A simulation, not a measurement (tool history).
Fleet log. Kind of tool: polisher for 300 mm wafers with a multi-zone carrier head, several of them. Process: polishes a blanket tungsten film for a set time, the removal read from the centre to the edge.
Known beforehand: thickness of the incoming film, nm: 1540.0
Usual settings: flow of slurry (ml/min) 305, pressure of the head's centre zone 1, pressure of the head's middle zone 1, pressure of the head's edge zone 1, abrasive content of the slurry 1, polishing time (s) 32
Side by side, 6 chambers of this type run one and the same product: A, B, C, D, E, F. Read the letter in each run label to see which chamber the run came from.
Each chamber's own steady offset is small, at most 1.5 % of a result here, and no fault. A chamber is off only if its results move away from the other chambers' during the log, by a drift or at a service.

run   hour  flow of slurry (ml/min)  pressure of the head's centre zone  pressure of the head's middle zone  pressure of the head's edge zone  abrasive content of the slurry  polishing time (s)  wafers polished on this pad  hours since the slurry nozzle was cleaned  hours since the centre zone pressure was calibrated  hours since the edge zone pressure was calibrated  film removed at the wafer's centre (nm)  film removed at mid-radius (nm)  film removed at the wafer's edge (nm)
       1.1  -- chamber C: centre zone pressure recalibrated
       3.5  -- chamber F: worn pad replaced by a new one
 1E    6.8                      305                                   1                                   1                                 1                               1                  32                          186                                      561.3                                                593.1                                              281.4                                   170.92                           173.61                                 176.25
 2F   15.6                      305                                   1                                   1                                 1                               1                  32                          107                                       39.8                                               1110.6                                              202.4                                   171.08                           174.49                                 172.39
 3B     23                      305                                   1                                   1                                 1                               1                  32                          360                                        274                                                403.7                                              315.4                                    171.8                           168.28                                 171.19
 4A   31.6                      305                                   1                                   1                                 1                               1                  32                          293                                        242                                                921.4                                              360.8                                   171.68                           176.41                                 173.79
 5D   41.4                      305                                   1                                   1                                 1                               1                  32                          731                                      548.3                                                260.3                                               66.9                                    170.1                           174.52                                 170.21
      44.2  -- chamber D: worn pad replaced by a new one
 6C     48                      305                                   1                                   1                                 1                               1                  32                         1034                                      485.4                                                   47                                              484.7                                   171.22                           169.29                                 171.42
      50.8  -- chamber B: centre zone pressure recalibrated
 7A   53.5                      305                                   1                                   1                                 1                               1                  32                          488                                      263.9                                                943.3                                              382.7                                   172.24                           170.59                                 172.66
      58.1  -- chamber C: worn pad replaced by a new one
 8F   63.1                      305                                   1                                   1                                 1                               1                  32                          529                                       87.3                                               1158.1                                              249.9                                   171.13                           168.97                                 172.94
 9E   70.5                      305                                   1                                   1                                 1                               1                  32                          751                                        625                                                656.8                                              345.1                                    170.2                           171.27                                 172.26
      75.2  -- chamber B: worn pad replaced by a new one
10C   80.5                      305                                   1                                   1                                 1                               1                  32                          199                                      517.9                                                 79.5                                              517.2                                   170.71                            170.2                                 173.43
      88.3  -- chamber F: worn pad replaced by a new one
11B   91.2                      305                                   1                                   1                                 1                               1                  32                          142                                      342.2                                                 40.5                                              383.6                                   170.98                              173                                 173.53
      99.7  -- chamber B: edge zone pressure recalibrated
12D  101.8                      305                                   1                                   1                                 1                               1                  32                          512                                      608.7                                                320.7                                              127.3                                   170.23                           173.55                                 174.38
     104.9  -- chamber A: centre zone pressure recalibrated
13C  109.1                      305                                   1                                   1                                 1                               1                  32                          452                                      546.5                                                108.1                                              545.8                                   172.47                           168.84                                 171.31
     115.1  -- chamber A: worn pad replaced by a new one
14E    119                      305                                   1                                   1                                 1                               1                  32                         1182                                      673.5                                                705.3                                              393.6                                   172.73                           172.06                                 171.89
     120.2  -- chamber E: worn pad replaced by a new one
15D  124.3                      305                                   1                                   1                                 1                               1                  32                          711                                      631.2                                                343.2                                              149.8                                   168.14                           169.78                                 174.45
     124.8  -- chamber D: worn pad replaced by a new one
16B  132.4                      305                                   1                                   1                                 1                               1                  32                          508                                      383.4                                                 81.7                                               32.7                                   171.29                           172.71                                 171.14
     138.7  -- chamber E: slurry nozzle cleaned
17A  139.6                      305                                   1                                   1                                 1                               1                  32                          217                                        350                                                 34.7                                              468.8                                   170.54                           172.81                                 170.48
18F  147.5                      305                                   1                                   1                                 1                               1                  32                          525                                      171.7                                               1242.5                                              334.3                                   170.88                           171.69                                 169.75
19C    156                      305                                1.11                                   1                                 1                               1                  32                          869                                      593.4                                                  155                                              592.7                                   194.53                           171.03                                  168.6
20B  161.1                      305                                1.11                                   1                                 1                               1                  32                          762                                      412.1                                                110.4                                               61.4                                   195.26                           173.49                                 170.03
     164.8  -- chamber F: worn pad replaced by a new one
21D  167.2                      305                                1.11                                   1                                 1                               1                  32                          376                                      674.1                                                386.1                                              192.7                                   187.55                           174.38                                 174.34
     172.5  -- chamber A: slurry nozzle cleaned
22E  175.2                      305                                1.11                                   1                                 1                               1                  32                          488                                       36.5                                                761.5                                              449.8                                   191.24                           172.36                                 175.92
     181.9  -- chamber C: worn pad replaced by a new one
23F  182.5                      305                                1.11                                   1                                 1                               1                  32                          157                                      206.7                                               1277.5                                              369.3                                   190.65                           172.99                                 170.63
     184.2  -- chamber B: worn pad replaced by a new one
     184.5  -- chamber C: slurry nozzle cleaned
24A  192.1                      305                                1.11                                   1                                 1                               1                  32                          683                                       19.7                                                 87.2                                              521.3                                   194.19                           173.03                                 172.38
25A  197.6                      305                                   1                                   1                                 1                               1                  32                          732                                       25.2                                                 92.7                                              526.8                                   170.58                           170.15                                  171.1
26C  207.8                      390                                0.96                                   1                                 1                               1                  32                          230                                       23.3                                                206.8                                              644.5                                   168.81                           173.85                                 177.29
     213.1  -- chamber D: worn pad replaced by a new one
27F    217                      390                                0.96                                   1                                 1                               1                  32                          464                                      241.2                                                 1312                                              403.8                                   167.92                           174.65                                 175.58
28D  222.7                      390                                0.96                                   1                                 1                               1                  32                           85                                      729.6                                                441.6                                              248.2                                   164.73                           174.08                                 175.29
29E  229.3                      390                                0.96                                   1                                 1                               1                  32                          968                                       90.6                                                815.6                                              503.9                                   167.15                           176.72                                 176.05
30B  236.8                      390                                0.96                                   1                                 1                               1                  32                          467                                      487.8                                                186.1                                              137.1                                   169.21                           174.07                                  178.9
     238.3  -- chamber F: worn pad replaced by a new one
31F  243.3                      390                                0.96                                   1                                 1                               1                  32                           45                                      267.5                                               1338.3                                              430.1                                    166.4                           175.59                                 173.26
       252  -- chamber E: worn pad replaced by a new one
32A  252.3                      305                                   1                                   1                                 1                               1                  32                         1218                                       79.9                                                147.4                                              581.5                                   170.53                           172.78                                 172.18
     255.6  -- chamber D: slurry nozzle cleaned
33D  261.2                      305                                   1                                   1                                 1                               1                  32                          427                                        5.7                                                480.1                                              286.7                                   170.39                            169.3                                 175.18
34C  267.8                      305                                   1                                   1                                 1                               1                  32                          762                                       83.3                                                266.8                                              704.5                                   171.31                           168.78                                  175.1
35B  276.5                      305                                   1                                   1                               1.1                            1.25                  32                          819                                      527.5                                                225.8                                              176.8                                   182.17                           181.93                                 194.22
     281.3  -- chamber C: worn pad replaced by a new one
36E  286.5                      305                                   1                                   1                               1.1                            1.25                  32                          307                                      147.8                                                872.8                                              561.1                                   181.48                           181.77                                 187.81
     294.8  -- chamber B: worn pad replaced by a new one
37C  296.8                      305                                   1                                   1                               1.1                            1.25                  32                          138                                      112.3                                                295.8                                              733.5                                   181.72                           179.68                                 190.93
38B  306.4                      305                                   1                                   1                               1.1                            1.25                  32                          103                                      557.4                                                255.7                                              206.7                                   183.23                           180.44                                 195.13
39E  313.6                      305                                   1                                   1                               1.1                            1.25                  32                          547                                      174.9                                                899.9                                              588.2                                   179.39                           185.45                                 196.64

What goes on in this fleet: one chamber off, a drifting gauge, or nothing beyond the chambers' own small offsets? Name the chamber and the cause, if any.

The fleet is healthy, with each chamber sitting at its usual small offset and no drift in the gauge.

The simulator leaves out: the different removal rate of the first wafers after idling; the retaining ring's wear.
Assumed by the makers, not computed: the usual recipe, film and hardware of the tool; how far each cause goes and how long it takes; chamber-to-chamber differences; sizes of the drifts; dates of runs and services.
